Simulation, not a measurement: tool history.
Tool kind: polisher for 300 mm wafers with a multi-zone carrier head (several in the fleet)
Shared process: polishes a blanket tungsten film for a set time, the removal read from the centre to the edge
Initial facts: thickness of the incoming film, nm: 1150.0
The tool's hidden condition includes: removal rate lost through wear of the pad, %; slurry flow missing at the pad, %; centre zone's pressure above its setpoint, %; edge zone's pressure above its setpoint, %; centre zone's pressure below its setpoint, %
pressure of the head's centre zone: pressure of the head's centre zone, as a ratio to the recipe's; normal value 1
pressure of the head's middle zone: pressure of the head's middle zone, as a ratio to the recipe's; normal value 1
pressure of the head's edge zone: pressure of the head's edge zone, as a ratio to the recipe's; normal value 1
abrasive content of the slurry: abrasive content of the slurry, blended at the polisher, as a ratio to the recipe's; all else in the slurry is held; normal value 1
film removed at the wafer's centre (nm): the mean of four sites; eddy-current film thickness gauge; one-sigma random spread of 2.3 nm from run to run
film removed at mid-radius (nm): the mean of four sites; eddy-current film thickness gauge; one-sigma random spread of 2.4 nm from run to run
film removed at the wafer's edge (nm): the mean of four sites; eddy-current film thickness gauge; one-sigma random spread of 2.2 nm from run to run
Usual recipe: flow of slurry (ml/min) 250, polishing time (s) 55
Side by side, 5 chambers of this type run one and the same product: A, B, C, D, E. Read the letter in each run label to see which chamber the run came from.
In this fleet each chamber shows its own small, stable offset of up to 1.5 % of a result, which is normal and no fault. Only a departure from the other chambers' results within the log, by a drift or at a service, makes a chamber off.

run,hour,flow of slurry (ml/min),pressure of the head's centre zone,pressure of the head's middle zone,pressure of the head's edge zone,abrasive content of the slurry,polishing time (s),wafers polished on this pad,hours since the slurry nozzle was cleaned,hours since the centre zone pressure was calibrated,hours since the edge zone pressure was calibrated,film removed at the wafer's centre (nm),film removed at mid-radius (nm),film removed at the wafer's edge (nm)
1C,6.2,250,1,1,1,1,55,143,607.4,428.8,149,192.58,186.19,191.36
2A,10.3,250,1,1,1,1,55,570,304.3,245.5,368,191.16,192.4,186.25
# hour 14.3: chamber C: slurry nozzle cleaned
3E,15.6,250,1,1,1,1,55,1188,209.5,35.9,70.8,194.01,185.21,191.44
# hour 20.1: chamber E: worn pad replaced by a new one
# hour 22.8: chamber A: slurry nozzle cleaned
4D,23.9,250,1,1,1,1,55,1342,255.6,160.4,805.8,193.14,192.49,189.15
5B,31.4,250,1,1,1,1,55,473,685.2,56.6,958.3,191.62,186.94,191.17
# hour 38.8: chamber D: worn pad replaced by a new one
6C,40.7,250,1,1,1,1,55,527,26.4,463.3,183.5,186.65,188.44,187.33
# hour 45: chamber B: worn pad replaced by a new one
7D,47.7,250,1,1,1,1,55,99,279.4,184.2,829.6,189.01,191.16,188.94
# hour 57: chamber B: slurry nozzle cleaned
8A,57.2,250,1,1,1,1,55,1092,34.4,292.4,414.9,191.1,196.73,186.21
9B,65.8,250,1,1,1,1,55,232,8.8,91,992.7,196.71,186.43,190.67
10E,74.1,250,1,1,1,1,55,601,268,94.4,129.3,194.26,192.34,191.44
11D,78.5,250,1,1,1,1,55,442,310.2,215,860.4,189.62,196.1,189.63
# hour 79.7: chamber C: worn pad replaced by a new one
12E,83.2,250,1,1,1,1,55,702,277.1,103.5,138.4,188.56,186.6,190.91
13A,88.9,250,1,1,1,1,55,1445,66.1,324.1,446.6,193.08,192.61,191
14C,97.2,250,1,1,1,1,55,195,82.9,519.8,240,188.41,192.21,190.44
# hour 98.1: chamber B: worn pad replaced by a new one
15B,102.9,250,1,1,1,1,55,54,45.9,128.1,1029.8,187.05,189.93,190.08
16C,112.1,250,1,1,1,1,55,361,97.8,534.7,254.9,188.05,189.6,188.96
17A,119.2,250,1,1,1,1,55,1782,96.4,354.4,476.9,190.56,190.89,181.01
# hour 122.4: chamber E: slurry nozzle cleaned
18D,126.9,250,1,1,1,1,55,980,358.6,263.4,908.8,193.89,188.12,187.87
# hour 129.3: chamber A: centre zone pressure recalibrated
19B,135.1,250,0.91,1.08,1,1,55,412,78.1,160.3,1062,170.95,204.49,191.71
20E,141.9,250,0.91,1.08,1,1,55,1355,19.5,162.2,197.1,173.04,199.92,186.92
21E,150.7,250,0.91,1.08,1,1,55,1453,28.3,171,205.9,169.49,200.59,187.03
22C,158.4,250,0.91,1.08,1,1,55,876,144.1,581,301.2,169.31,199.49,187.65
# hour 162.8: chamber B: worn pad replaced by a new one
# hour 163: chamber E: worn pad replaced by a new one
# hour 166: chamber C: worn pad replaced by a new one
23D,166.9,250,0.91,1.08,1,1,55,1426,398.6,303.4,948.8,173.2,208.72,189
24A,174.5,250,1,1,1,1,55,2398,151.7,45.3,532.2,182.71,179.05,183.46
# hour 177: chamber D: worn pad replaced by a new one
25B,183.5,250,1,1,1,1,55,230,126.5,208.7,1110.4,194.88,190.15,191.1
26C,188.1,250,1,1,1,1,55,246,173.8,610.7,330.9,189.26,189.01,187.93
27B,196.2,250,1,1,1,1,55,372,139.2,221.4,1123.1,189.68,188.12,188.79
28D,201.7,250,1,1,1,1,55,275,433.4,338.2,983.6,192.53,195.48,193.63
29A,210.8,250,1,1,1,1,55,2802,188,81.6,568.5,177.93,181.55,178.23
# hour 219: chamber B: worn pad replaced by a new one
30E,219.5,250,1,1,1,1,55,629,97.1,239.8,274.7,194.17,189.69,191.48
31C,227.5,250,1,1,1,1,55,685,213.2,650.1,370.3,191.21,189.61,186.15
32D,232.8,250,1,1,1,1,55,622,464.5,369.3,1014.7,193.61,189.27,191.73
33A,240.2,250,1,1,1,1,55,3129,217.4,111,597.9,176.97,172.95,176.47
# hour 243: chamber C: worn pad replaced by a new one
# hour 248.7: chamber C: centre zone pressure recalibrated
34B,249.4,250,1,1,1,1,55,339,192.4,274.6,1176.3,187.53,184.83,188.26
35E,254,250,1,1,1,1,55,1013,131.6,274.3,309.2,190.49,187.79,190.32
# hour 255.6: chamber D: slurry nozzle cleaned
36B,261.7,250,1,1,1,1,55,475,204.7,286.9,1188.6,188.8,188.64,190.86
37A,269.6,250,1,1,1,1,55,3456,246.8,140.4,627.3,170.85,172.6,168.6
38C,274,250,1,1,1,1,55,345,259.7,25.4,416.8,186.48,188.8,184.11
39E,279,250,1,1,1,1,55,1291,156.6,299.3,334.2,187.79,190.4,187.64
40D,287.8,250,1,1,1,1,55,1234,32.3,424.3,1069.7,191.08,194.57,188.48
# hour 288.1: chamber E: worn pad replaced by a new one
41E,294.8,250,1,1,1,1,55,75,172.4,315.1,350,193.95,192.69,186.2
42C,302.7,250,1,1,1,1,55,665,288.4,54.1,445.5,188.44,184.59,187.41

The same settings go to every chamber for the next run, one line per chamber below. Forecast the results for each:
43A,309.5,250,1,1,1.04,1,55,,,,,?,?,?
43B,309.5,250,1,1,1.04,1,55,,,,,?,?,?
43C,309.5,250,1,1,1.04,1,55,,,,,?,?,?
43D,309.5,250,1,1,1.04,1,55,,,,,?,?,?
43E,309.5,250,1,1,1.04,1,55,,,,,?,?,?

run,film removed at the wafer's centre (nm),film removed at mid-radius (nm),film removed at the wafer's edge (nm)
43A,170.06,164.63,172.53
43B,192.45,185.59,191.26
43C,190.83,187.7,189.71
43D,191.41,189.65,194.81
43E,191.09,183.11,196.07
